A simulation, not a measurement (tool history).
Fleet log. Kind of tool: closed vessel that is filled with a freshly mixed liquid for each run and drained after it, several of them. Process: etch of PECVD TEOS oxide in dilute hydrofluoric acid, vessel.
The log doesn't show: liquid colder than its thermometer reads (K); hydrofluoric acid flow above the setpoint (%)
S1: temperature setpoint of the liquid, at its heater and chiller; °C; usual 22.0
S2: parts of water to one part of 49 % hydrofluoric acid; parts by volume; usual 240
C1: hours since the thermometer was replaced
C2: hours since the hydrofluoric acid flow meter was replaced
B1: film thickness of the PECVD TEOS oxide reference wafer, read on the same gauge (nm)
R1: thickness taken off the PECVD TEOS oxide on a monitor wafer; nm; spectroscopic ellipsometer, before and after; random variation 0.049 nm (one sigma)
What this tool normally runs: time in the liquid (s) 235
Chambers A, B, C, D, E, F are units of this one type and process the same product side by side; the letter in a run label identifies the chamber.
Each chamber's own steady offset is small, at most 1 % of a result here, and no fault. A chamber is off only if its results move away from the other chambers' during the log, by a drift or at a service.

Run 1B, hour 5.9: usual settings; C1 291.1; C2 625.7; B1 139.99. Result: R1 7.1950 nm.
Run 2A, hour 10.8: usual settings; C1 974.4; C2 1636.9; B1 140.00. Result: R1 7.1338 nm.
Run 3F, hour 15.8: usual settings; C1 1058.7; C2 221.3; B1 139.99. Result: R1 7.2157 nm.
Run 4E, hour 21.7: usual settings; C1 318.5; C2 695.7; B1 140.00. Result: R1 7.2956 nm.
Run 5D, hour 25.8: usual settings; C1 1078.3; C2 1552.2; B1 139.97. Result: R1 7.2514 nm.
Run 6C, hour 29.7: usual settings; C1 2316.4; C2 873.2; B1 140.00. Result: R1 7.2370 nm.
Run 7C, hour 32.7: usual settings; C1 2319.4; C2 876.2; B1 139.98. Result: R1 7.2494 nm.
Run 8D, hour 35.8: usual settings but S1 17.0 °C; C1 1088.3; C2 1562.2; B1 139.98. Result: R1 5.9591 nm.
Run 9E, hour 39.0: usual settings but S1 17.0 °C; C1 335.8; C2 713.0; B1 139.99. Result: R1 6.0422 nm.
Run 10F, hour 44.3: usual settings but S1 17.0 °C; C1 1087.2; C2 249.8; B1 139.98. Result: R1 6.0114 nm.
Run 11B, hour 47.5: usual settings but S1 17.0 °C; C1 332.7; C2 667.3; B1 140.02. Result: R1 5.8698 nm.
Run 12A, hour 53.2: usual settings but S1 17.0 °C; C1 1016.8; C2 1679.3; B1 139.99. Result: R1 5.8366 nm.
Run 13E, hour 56.6: usual settings but S1 17.0 °C; C1 353.4; C2 730.6; B1 139.98. Result: R1 5.9617 nm.
Run 14B, hour 60.2: usual settings; C1 345.4; C2 680.0; B1 140.03. Result: R1 7.0519 nm.
Run 15D, hour 65.4: usual settings; C1 1117.9; C2 1591.8; B1 139.99. Result: R1 7.2834 nm.
Run 16A, hour 71.0: usual settings; C1 1034.6; C2 1697.1; B1 140.01. Result: R1 7.0601 nm.
Run 17F, hour 76.1: usual settings; C1 1119.0; C2 281.6; B1 140.01. Result: R1 7.3893 nm.
Run 18C, hour 81.1: usual settings but S1 19.5 °C, time in the liquid (s) 135; C1 2367.8; C2 924.6; B1 140.00. Result: R1 3.7726 nm.
Run 19A, hour 87.2: usual settings but S1 19.5 °C, time in the liquid (s) 135; C1 1050.8; C2 1713.3; B1 140.00. Result: R1 3.7380 nm.
Run 20C, hour 90.3: usual settings but S1 19.5 °C, time in the liquid (s) 135; C1 2377.0; C2 933.8; B1 139.96. Result: R1 3.7632 nm.
Run 21B, hour 94.5: usual settings but S1 19.5 °C, time in the liquid (s) 135; C1 379.7; C2 714.3; B1 140.02. Result: R1 3.6566 nm.
At hour 97.2: chamber D: hydrofluoric acid flow meter replaced.
Run 22D, hour 100.1: usual settings but S1 19.5 °C, time in the liquid (s) 135; C1 1152.6; C2 3.0; B1 139.98. Result: R1 3.8244 nm.
Run 23E, hour 104.8: usual settings but S1 19.5 °C, time in the liquid (s) 135; C1 401.6; C2 778.8; B1 140.02. Result: R1 3.7918 nm.
Run 24F, hour 108.1: usual settings; C1 1151.0; C2 313.6; B1 140.01. Result: R1 7.3079 nm.
Run 25B, hour 111.2: usual settings; C1 396.4; C2 731.0; B1 139.97. Result: R1 7.0015 nm.
Run 26A, hour 114.7: usual settings; C1 1078.3; C2 1740.8; B1 140.01. Result: R1 7.0849 nm.
Run 27F, hour 118.3: usual settings; C1 1161.2; C2 323.8; B1 140.00. Result: R1 7.2467 nm.
Run 28E, hour 124.0: usual settings; C1 420.8; C2 798.0; B1 140.00. Result: R1 7.2767 nm.
Run 29C, hour 128.3: usual settings but S2 125 parts by volume, time in the liquid (s) 120; C1 2415.0; C2 971.8; B1 140.02. Result: R1 7.9460 nm.
Run 30D, hour 132.9: usual settings but S2 125 parts by volume, time in the liquid (s) 120; C1 1185.4; C2 35.8; B1 140.00. Result: R1 7.8973 nm.
Run 31C, hour 136.0: usual settings but S2 125 parts by volume, time in the liquid (s) 120; C1 2422.7; C2 979.5; B1 140.01. Result: R1 7.9575 nm.
Run 32E, hour 140.3: usual settings but S2 125 parts by volume, time in the liquid (s) 120; C1 437.1; C2 814.3; B1 139.97. Result: R1 7.9140 nm.
Run 33A, hour 144.8: usual settings but S2 125 parts by volume, time in the liquid (s) 120; C1 1108.4; C2 1770.9; B1 140.01. Result: R1 7.8433 nm.
Run 34B, hour 147.8: usual settings but S2 125 parts by volume, time in the liquid (s) 120; C1 433.0; C2 767.6; B1 140.03. Result: R1 7.4937 nm.
Run 35D, hour 153.1: usual settings; C1 1205.6; C2 56.0; B1 140.02. Result: R1 7.2341 nm.
Run 36F, hour 156.4: usual settings; C1 1199.3; C2 361.9; B1 140.00. Result: R1 7.2170 nm.
Run 37F, hour 160.2: usual settings; C1 1203.1; C2 365.7; B1 140.00. Result: R1 7.2465 nm.
Run 38D, hour 162.9: usual settings but S1 18.0 °C, time in the liquid (s) 335; C1 1215.4; C2 65.8; B1 140.01. Result: R1 8.8462 nm.
Run 39C, hour 166.4: usual settings but S1 18.0 °C, time in the liquid (s) 335; C1 2453.1; C2 1009.9; B1 139.99. Result: R1 8.7705 nm.
Run 40A, hour 172.4: usual settings but S1 18.0 °C, time in the liquid (s) 335; C1 1136.0; C2 1798.5; B1 140.02. Result: R1 8.7305 nm.
Run 41B, hour 178.2: usual settings but S1 18.0 °C, time in the liquid (s) 335; C1 463.4; C2 798.0; B1 139.96. Result: R1 8.3831 nm.
Run 42E, hour 180.8: usual settings but S1 18.0 °C, time in the liquid (s) 335; C1 477.6; C2 854.8; B1 139.99. Result: R1 8.9071 nm.
At hour 184.9: chamber D: thermometer replaced.
Run 43D, hour 186.0: usual settings but S1 18.0 °C, time in the liquid (s) 335; C1 1.1; C2 88.9; B1 139.95. Result: R1 8.9069 nm.

Is one chamber out of step, is the gauge drifting, or do the chambers differ by no more than their own small offsets? For an off chamber, give its letter and the likeliest cause.

Little by little, chamber B moves away from the other chambers.
Cause: liquid colder than its thermometer reads (K) = 1.97.
It could be hard to tell apart here from: hydrofluoric acid flow below the setpoint (%).

Chamber B could run next with any of the 4 candidate recipes listed below; each alters the usual settings, and their results appear as question marks. Which one brings its results back in line with what the other chambers deliver on the usual settings?
In line here means within this much of the mean the other chambers give on the usual settings: R1 0.1700 nm
Run 44B-1, hour 190.3: usual settings but S1 24.0 °C. Result: R1 ?.
Run 44B-2, hour 190.3: usual settings but S2 255 parts by volume, time in the liquid (s) 215. Result: R1 ?.
Run 44B-3, hour 190.3: usual settings but S2 245 parts by volume, time in the liquid (s) 225. Result: R1 ?.
Run 44B-4, hour 190.3: usual settings but S1 22.5 °C, time in the liquid (s) 270. Result: R1 ?.

Other chambers, usual settings, mean: R1 7.2226 nm
  run      R1
44B-1  7.1943
44B-2  5.6755
44B-3  6.2385
44B-4  7.8202
With 44B-1, the chamber falls back in line with the rest.
